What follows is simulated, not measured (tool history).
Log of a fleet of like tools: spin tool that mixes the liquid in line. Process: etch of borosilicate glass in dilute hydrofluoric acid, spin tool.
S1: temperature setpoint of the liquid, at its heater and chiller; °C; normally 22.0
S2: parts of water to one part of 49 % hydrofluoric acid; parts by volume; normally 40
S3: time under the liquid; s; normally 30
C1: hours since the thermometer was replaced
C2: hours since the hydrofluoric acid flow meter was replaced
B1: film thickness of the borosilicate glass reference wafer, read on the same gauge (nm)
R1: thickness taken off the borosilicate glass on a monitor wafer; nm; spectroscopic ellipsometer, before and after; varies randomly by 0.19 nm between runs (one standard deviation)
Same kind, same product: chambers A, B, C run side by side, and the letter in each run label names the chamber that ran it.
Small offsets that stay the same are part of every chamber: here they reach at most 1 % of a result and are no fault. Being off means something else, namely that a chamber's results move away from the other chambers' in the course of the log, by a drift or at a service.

| run | hour | S1 | S2 | S3 | C1 | C2 | B1 | R1 |
|---|---|---|---|---|---|---|---|---|
| 1A | 5.6 | 22.0 | 40 | 30 | 1045.5 | 87.1 | 139.97 | 18.862 |
| 2C | 18.2 | 22.0 | 40 | 30 | 1263.6 | 477.3 | 139.93 | 19.018 |
| 3B | 24.8 | 22.0 | 40 | 30 | 1567.5 | 385.5 | 139.98 | 18.877 |
| 4C | 36.3 | 22.0 | 40 | 30 | 1281.7 | 495.4 | 140.00 | 18.971 |
| 5B | 43.1 | 19.5 | 40 | 35 | 1585.8 | 403.8 | 139.98 | 19.834 |
| 6A | 48.9 | 19.5 | 40 | 35 | 1088.8 | 130.4 | 139.99 | 19.942 |
| 7B | 54.9 | 19.5 | 40 | 35 | 1597.6 | 415.6 | 140.05 | 20.160 |
| 8C | 63.1 | 22.0 | 40 | 30 | 1308.5 | 522.2 | 139.97 | 19.350 |
| 9A | 71.3 | 22.0 | 40 | 30 | 1111.2 | 152.8 | 140.01 | 18.973 |
| 10C | 77.7 | 22.0 | 40 | 30 | 1323.1 | 536.8 | 139.99 | 18.841 |
| 11B | 89.7 | 22.0 | 40 | 30 | 1632.4 | 450.4 | 139.96 | 18.925 |
| 12A | 95.6 | 22.0 | 40 | 30 | 1135.5 | 177.1 | 140.01 | 18.932 |
| 13B | 103.7 | 22.0 | 40 | 30 | 1646.4 | 464.4 | 140.05 | 19.167 |
| 14A | 113.4 | 22.0 | 40 | 30 | 1153.3 | 194.9 | 140.02 | 18.912 |
| 15C | 122.1 | 22.0 | 40 | 30 | 1367.5 | 581.2 | 139.96 | 19.247 |
| 16B | 131.4 | 24.0 | 40 | 30 | 1674.1 | 492.1 | 140.03 | 21.406 |
| 17C | 136.9 | 24.0 | 40 | 30 | 1382.3 | 596.0 | 139.95 | 20.656 |
| 18A | 149.5 | 24.0 | 40 | 30 | 1189.4 | 231.0 | 140.01 | 20.759 |
|  | 156.1 | chamber B: thermometer replaced |
| 19C | 156.8 | 22.0 | 40 | 30 | 1402.2 | 615.9 | 140.00 | 19.226 |
| 20A | 163.2 | 22.0 | 40 | 30 | 1203.1 | 244.7 | 139.95 | 18.681 |
| 21B | 172.2 | 22.0 | 40 | 30 | 16.2 | 532.9 | 139.97 | 19.733 |
| 22C | 182.0 | 22.0 | 40 | 30 | 1427.4 | 641.1 | 140.02 | 19.168 |
|  | 188.6 | chamber A: thermometer replaced |
| 23A | 190.4 | 22.0 | 40 | 30 | 1.8 | 271.9 | 139.96 | 18.892 |
| 24B | 197.3 | 22.0 | 40 | 30 | 41.3 | 558.0 | 140.01 | 20.104 |
| 25A | 208.8 | 22.0 | 40 | 30 | 20.2 | 290.3 | 139.99 | 18.655 |
| 26B | 214.3 | 22.0 | 40 | 30 | 58.3 | 575.0 | 140.04 | 20.189 |
| 27C | 226.8 | 22.0 | 40 | 30 | 1472.2 | 685.9 | 140.01 | 19.187 |

The same settings go to every chamber for the next run, one line per chamber below. Forecast the results for each:
| 28A | 235.9 | 22.0 | 40 | 45 |  |  |  | ? |
| 28B | 235.9 | 22.0 | 40 | 45 |  |  |  | ? |
| 28C | 235.9 | 22.0 | 40 | 45 |  |  |  | ? |

| run | R1 |
|---|---|
| 28A | 28.827 |
| 28B | 30.230 |
| 28C | 28.759 |
